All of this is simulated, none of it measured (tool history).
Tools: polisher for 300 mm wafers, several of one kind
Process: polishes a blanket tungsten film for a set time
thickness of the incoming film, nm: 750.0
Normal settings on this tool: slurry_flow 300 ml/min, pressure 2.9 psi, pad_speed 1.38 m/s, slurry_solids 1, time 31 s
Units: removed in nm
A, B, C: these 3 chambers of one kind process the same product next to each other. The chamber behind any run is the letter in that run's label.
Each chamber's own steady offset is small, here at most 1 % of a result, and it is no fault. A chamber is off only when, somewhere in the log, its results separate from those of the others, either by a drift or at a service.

run,hour,slurry_flow,pressure,pad_speed,slurry_solids,time,wafers polished on this pad,hours since the slurry nozzle was cleaned,hours since the head pressure was calibrated,hours since the slurry blender was calibrated,hours since the slurry got fresh peroxide,removed
# hour 5: chamber A: slurry tank refilled with fresh slurry and peroxide
1C,6.3,300,2.9,1.38,1,31,556,212.4,370.8,126.9,12.4,163.33
# hour 8.5: chamber A: slurry blender recalibrated
2B,11.4,300,2.9,1.38,1,31,757,154.5,661.8,31.6,107.4,163.98
3A,16.3,300,2.9,1.38,1,31,984,66.8,380.9,7.8,11.4,162.44
4B,22.1,300,2.9,1.38,1,31,884,165.2,672.5,42.3,118.1,164.14
# hour 25.7: chamber A: worn pad replaced by a new one
5C,26.9,300,2.9,1.38,1,31,800,233,391.4,147.5,33,159.81
6A,29.8,300,2.9,1.38,1,31,48,80.3,394.4,21.3,24.9,161.4
# hour 34.4: chamber B: worn pad replaced by a new one
7A,34.4,300,2.9,1.38,1,31,103,84.9,399,25.9,29.5,161.29
8B,39.6,300,2.9,1.38,1,31,62,182.7,690,59.8,135.6,162.79
# hour 40.9: chamber C: worn pad replaced by a new one
9C,45.3,380,2.5,1.38,1,31,52,251.4,409.8,165.9,51.4,139.8
10A,48.7,380,2.5,1.38,1,31,272,99.2,413.3,40.2,43.8,142.7
# hour 54.9: chamber B: slurry tank refilled with fresh slurry and peroxide
11C,54.9,380,2.5,1.38,1,31,165,261,419.4,175.5,61,140.91
12B,60.9,300,2.9,1.38,1,31,314,204,711.3,81.1,6,169.21
13C,66,300,2.9,1.38,1,31,297,272.1,430.5,186.6,72.1,162.68
14B,69.7,300,2.9,1.38,1,31,418,212.8,720.1,89.9,14.8,169.81
# hour 72.3: chamber C: slurry tank refilled with fresh slurry and peroxide
15A,73.3,300,2,1.82,1,31,563,123.8,437.9,64.8,68.4,149.8
16B,77.9,300,2,1.82,1,31,515,221,728.3,98.1,23,157.77
17A,80.8,300,2,1.82,1,31,652,131.3,445.4,72.3,75.9,146.15
18C,85.5,300,2.9,1.38,1,31,528,291.6,450,206.1,13.2,161.63
# hour 91.3: chamber A: slurry tank refilled with fresh slurry and peroxide
19C,91.7,300,2.9,1.38,1,31,601,297.8,456.2,212.3,19.4,161.36
20B,95.1,300,2.9,1.38,1,31,719,238.2,745.5,115.3,40.2,176.03
21A,99.1,300,2.9,1.38,1,31,869,149.6,463.7,90.6,7.8,160.73
22A,104.9,300,2.9,1.38,1,31,938,155.4,469.5,96.4,13.6,164.29
23B,110.1,300,2.9,1.38,1,31,897,253.2,760.5,130.3,55.2,180.8
# hour 114.9: chamber B: worn pad replaced by a new one
24C,116.2,300,2.9,1.38,1,31,891,322.3,480.7,236.8,43.9,161.43
# hour 116.8: chamber A: worn pad replaced by a new one
25C,118.9,300,2.9,1.38,1,31,923,325,483.4,239.5,46.6,161.12
26B,121.6,300,2.9,1.38,1,31,80,264.7,772,141.8,66.7,178.99
27A,127.5,300,2.9,1.38,1,31,127,178,492.1,119,36.2,161.41

One chamber off, gauge drift, or nothing amiss beyond the chambers' own small offsets? If it is a chamber, which one, and what is the likeliest cause?

Little by little, chamber B moves away from the other chambers.
Cause: head's pressure above its setpoint, % = 12.

Which of the 4 candidates below, each the usual settings with something changed and its results left as question marks, puts chamber B back in line with what the other chambers give on the usual settings?
Allowed miss from the other chambers' usual-settings mean, per result, to count as in line: removed 4.9 nm
28B-1,132,300,2.9,1.36,1,30,,,,,,?
28B-2,132,300,3.1,1.38,1,33,,,,,,?
28B-3,132,300,2.9,1.3,1,29,,,,,,?
28B-4,132,325,2.9,1.38,1.2,31,,,,,,?

Usual-settings mean across the other chambers: removed 160.91 nm
run,removed
28B-1,173.51
28B-2,206.78
28B-3,160.44
28B-4,191.26
With 28B-3, the chamber falls back in line with the rest.

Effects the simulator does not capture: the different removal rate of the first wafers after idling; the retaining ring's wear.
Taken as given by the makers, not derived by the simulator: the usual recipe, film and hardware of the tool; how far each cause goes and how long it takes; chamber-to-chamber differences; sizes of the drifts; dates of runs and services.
